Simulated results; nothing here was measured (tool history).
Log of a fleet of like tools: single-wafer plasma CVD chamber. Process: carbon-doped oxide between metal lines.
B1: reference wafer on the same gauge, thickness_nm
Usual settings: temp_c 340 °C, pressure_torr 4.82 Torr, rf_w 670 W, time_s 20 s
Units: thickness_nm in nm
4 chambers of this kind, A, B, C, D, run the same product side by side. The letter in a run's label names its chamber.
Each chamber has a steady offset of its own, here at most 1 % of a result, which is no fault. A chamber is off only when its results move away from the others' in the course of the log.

run 1C hour=3.8 | temp_c=340 pressure_torr=4.82 rf_w=670 time_s=20 | B1=121.96 | thickness_nm=126.79
run 2A hour=9.7 | temp_c=340 pressure_torr=4.82 rf_w=670 time_s=20 | B1=121.98 | thickness_nm=126.8
run 3D hour=17.2 | temp_c=340 pressure_torr=4.82 rf_w=670 time_s=20 | B1=122.02 | thickness_nm=127.58
run 4B hour=22.3 | temp_c=340 pressure_torr=4.82 rf_w=670 time_s=20 | B1=122.02 | thickness_nm=125.64
run 5A hour=26.7 | temp_c=327 pressure_torr=4.82 rf_w=670 time_s=20 | B1=121.99 | thickness_nm=131.89
run 6B hour=33.9 | temp_c=327 pressure_torr=4.82 rf_w=670 time_s=20 | B1=122.05 | thickness_nm=131.06
run 7D hour=40.1 | temp_c=327 pressure_torr=4.82 rf_w=670 time_s=20 | B1=121.92 | thickness_nm=133.71
run 8C hour=45.2 | temp_c=327 pressure_torr=4.82 rf_w=670 time_s=20 | B1=121.97 | thickness_nm=130.86
run 9C hour=49.4 | temp_c=340 pressure_torr=4.82 rf_w=670 time_s=20 | B1=122.05 | thickness_nm=125.31
run 10B hour=54.6 | temp_c=340 pressure_torr=4.82 rf_w=670 time_s=20 | B1=122.04 | thickness_nm=125.68
run 11A hour=60.6 | temp_c=340 pressure_torr=4.13 rf_w=670 time_s=21.7 | B1=122.08 | thickness_nm=134.37
run 12D hour=67.1 | temp_c=340 pressure_torr=4.13 rf_w=670 time_s=21.7 | B1=122.02 | thickness_nm=135.06
run 13B hour=73.8 | temp_c=340 pressure_torr=4.13 rf_w=670 time_s=21.7 | B1=121.99 | thickness_nm=133.23
run 14A hour=78.7 | temp_c=340 pressure_torr=4.13 rf_w=670 time_s=21.7 | B1=122.08 | thickness_nm=134.07
run 15C hour=85.3 | temp_c=340 pressure_torr=4.82 rf_w=670 time_s=20 | B1=121.9 | thickness_nm=124.67
run 16D hour=90.9 | temp_c=340 pressure_torr=4.82 rf_w=670 time_s=20 | B1=122.04 | thickness_nm=127.11
run 17A hour=95.3 | temp_c=340 pressure_torr=4.82 rf_w=670 time_s=20 | B1=122.12 | thickness_nm=127.02
run 18B hour=102.1 | temp_c=340 pressure_torr=4.82 rf_w=670 time_s=20 | B1=122 | thickness_nm=125.69
-- hour=103.6 chamber A: capacitance manometer re-zeroed and calibrated
run 19D hour=105.8 | temp_c=340 pressure_torr=4.82 rf_w=670 time_s=20 | B1=121.99 | thickness_nm=127.3
run 20C hour=111.8 | temp_c=340 pressure_torr=4.82 rf_w=670 time_s=20 | B1=121.93 | thickness_nm=124.19
run 21B hour=117.6 | temp_c=348 pressure_torr=4.82 rf_w=670 time_s=20 | B1=121.99 | thickness_nm=122.81
run 22C hour=124.2 | temp_c=348 pressure_torr=4.82 rf_w=670 time_s=20 | B1=122.03 | thickness_nm=121.56
run 23D hour=129.1 | temp_c=348 pressure_torr=4.82 rf_w=670 time_s=20 | B1=122.06 | thickness_nm=124.37
run 24A hour=134.2 | temp_c=348 pressure_torr=4.82 rf_w=670 time_s=20 | B1=122.05 | thickness_nm=123.3
run 25C hour=141.8 | temp_c=340 pressure_torr=4.82 rf_w=670 time_s=20 | B1=121.96 | thickness_nm=123.75
run 26A hour=149 | temp_c=340 pressure_torr=4.82 rf_w=670 time_s=20 | B1=121.94 | thickness_nm=126.39
run 27D hour=153.4 | temp_c=340 pressure_torr=4.82 rf_w=670 time_s=20 | B1=122.06 | thickness_nm=127.43
run 28B hour=160.3 | temp_c=340 pressure_torr=4.82 rf_w=670 time_s=20 | B1=122.03 | thickness_nm=125.25
run 29A hour=166 | temp_c=340 pressure_torr=4.82 rf_w=670 time_s=20 | B1=122.03 | thickness_nm=126.16
run 30C hour=174 | temp_c=340 pressure_torr=4.82 rf_w=670 time_s=20 | B1=122.06 | thickness_nm=123.28
run 31D hour=178.3 | temp_c=340 pressure_torr=4.82 rf_w=670 time_s=20 | B1=121.93 | thickness_nm=127.6
run 32B hour=184.5 | temp_c=340 pressure_torr=4.01 rf_w=670 time_s=20 | B1=121.97 | thickness_nm=122.35

All 4 chambers run these settings next. Forecast each chamber's results:
run 33A hour=190.5 | temp_c=350 pressure_torr=4.82 rf_w=670 time_s=20 | thickness_nm=?
run 33B hour=190.5 | temp_c=350 pressure_torr=4.82 rf_w=670 time_s=20 | thickness_nm=?
run 33C hour=190.5 | temp_c=350 pressure_torr=4.82 rf_w=670 time_s=20 | thickness_nm=?
run 33D hour=190.5 | temp_c=350 pressure_torr=4.82 rf_w=670 time_s=20 | thickness_nm=?

run=33A thickness_nm=122.2
run=33B thickness_nm=121.86
run=33C thickness_nm=118.93
run=33D thickness_nm=123.82

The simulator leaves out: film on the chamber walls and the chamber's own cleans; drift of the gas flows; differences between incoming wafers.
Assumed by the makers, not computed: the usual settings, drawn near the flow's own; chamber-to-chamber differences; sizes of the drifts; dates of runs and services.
